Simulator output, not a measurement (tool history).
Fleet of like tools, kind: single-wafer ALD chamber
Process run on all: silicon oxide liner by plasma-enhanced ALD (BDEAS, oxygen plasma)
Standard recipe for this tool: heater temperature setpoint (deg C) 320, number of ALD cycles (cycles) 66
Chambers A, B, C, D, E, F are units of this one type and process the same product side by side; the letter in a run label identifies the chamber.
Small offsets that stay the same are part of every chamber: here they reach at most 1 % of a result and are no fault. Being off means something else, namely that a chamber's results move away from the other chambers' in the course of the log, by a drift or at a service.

run   hour  heater temperature setpoint (deg C)  number of ALD cycles (cycles)  hours since the last thermocouple change  read-back reference wafer on the same gauge, thickness_nm  mean film thickness on the monitor wafer (angstrom)
 1A    4.8                                  320                             66                                    2134.9                                                     5.8623                                               59.577
 2E    7.7                                  320                             66                                       821                                                     5.8608                                               60.102
 3C   11.1                                  320                             66                                      53.7                                                     5.8627                                               59.926
 4B   15.4                                  320                             66                                    1173.3                                                      5.863                                               59.087
 5D   19.9                                  320                             66                                     535.9                                                     5.8637                                               60.238
 6F   25.1                                  320                             66                                     712.1                                                     5.8639                                               59.507
 7D   27.9                                  312                             66                                     543.9                                                     5.8691                                               60.824
 8B     32                                  312                             66                                    1189.9                                                     5.8671                                               59.859
 9E   36.7                                  312                             66                                       850                                                     5.8675                                               60.668
10F   39.3                                  312                             66                                     726.3                                                     5.8702                                               60.075
11C   43.5                                  312                             66                                      86.1                                                     5.8701                                               60.593
12A   48.9                                  312                             66                                      2179                                                     5.8702                                               60.468
13E   52.6                                  320                             66                                     865.9                                                     5.8741                                               59.982
14A   56.7                                  320                             66                                    2186.8                                                     5.8745                                               59.822
15F   61.1                                  320                             66                                     748.1                                                     5.8768                                               59.333
16B   66.2                                  320                             66                                    1224.1                                                     5.8768                                               59.239
17D   68.7                                  320                             66                                     584.7                                                     5.8784                                               60.315
18C   73.9                                  320                             66                                     116.5                                                     5.8787                                                60.12
19D   77.9                                  320                             66                                     593.9                                                     5.8794                                               60.327
20E   81.3                                  320                             66                                     894.6                                                     5.8791                                               60.067
21C   84.6                                  326                             58                                     127.2                                                     5.8812                                                52.34
22A     87                                  326                             58                                    2217.1                                                      5.881                                               52.141
23B   89.7                                  326                             58                                    1247.6                                                     5.8817                                               51.789
24F   92.9                                  326                             58                                     779.9                                                     5.8813                                               51.919
25A   95.4                                  326                             58                                    2225.5                                                     5.8841                                               52.024
26D  100.1                                  326                             58                                     616.1                                                     5.8854                                               52.651
27C  103.5                                  320                             54                                     146.1                                                     5.8848                                               49.081
28E  106.1                                  320                             54                                     919.4                                                     5.8872                                               49.347
29B  110.1                                  320                             54                                      1268                                                     5.8874                                               48.609
30F  113.6                                  320                             54                                     800.6                                                     5.8875                                               48.858
31F  116.1                                  320                             54                                     803.1                                                      5.889                                               48.922
32E  119.7                                  320                             54                                       933                                                     5.8891                                               49.319
33A  124.9                                  309                             70                                      2255                                                     5.8899                                               64.502
34D  130.2                                  309                             70                                     646.2                                                     5.8933                                               65.263
35B  135.4                                  309                             70                                    1293.3                                                     5.8937                                               64.028
36C  138.7                                  309                             70                                     181.3                                                     5.8948                                               64.679
37F    143                                  309                             70                                       830                                                     5.8961                                               64.405
38A  146.9                                  309                             70                                      2277                                                     5.8952                                               64.519

Has any chamber moved away from the others, gradually or after a service, or does the common gauge drift, or do the chambers differ only by their own small steady offsets? State the chamber and the most likely cause if one applies.

The shared gauge is drifting. All chambers look as if they move in step, but none is off.
What lies behind it: gauge reads high (%) = 0.626.
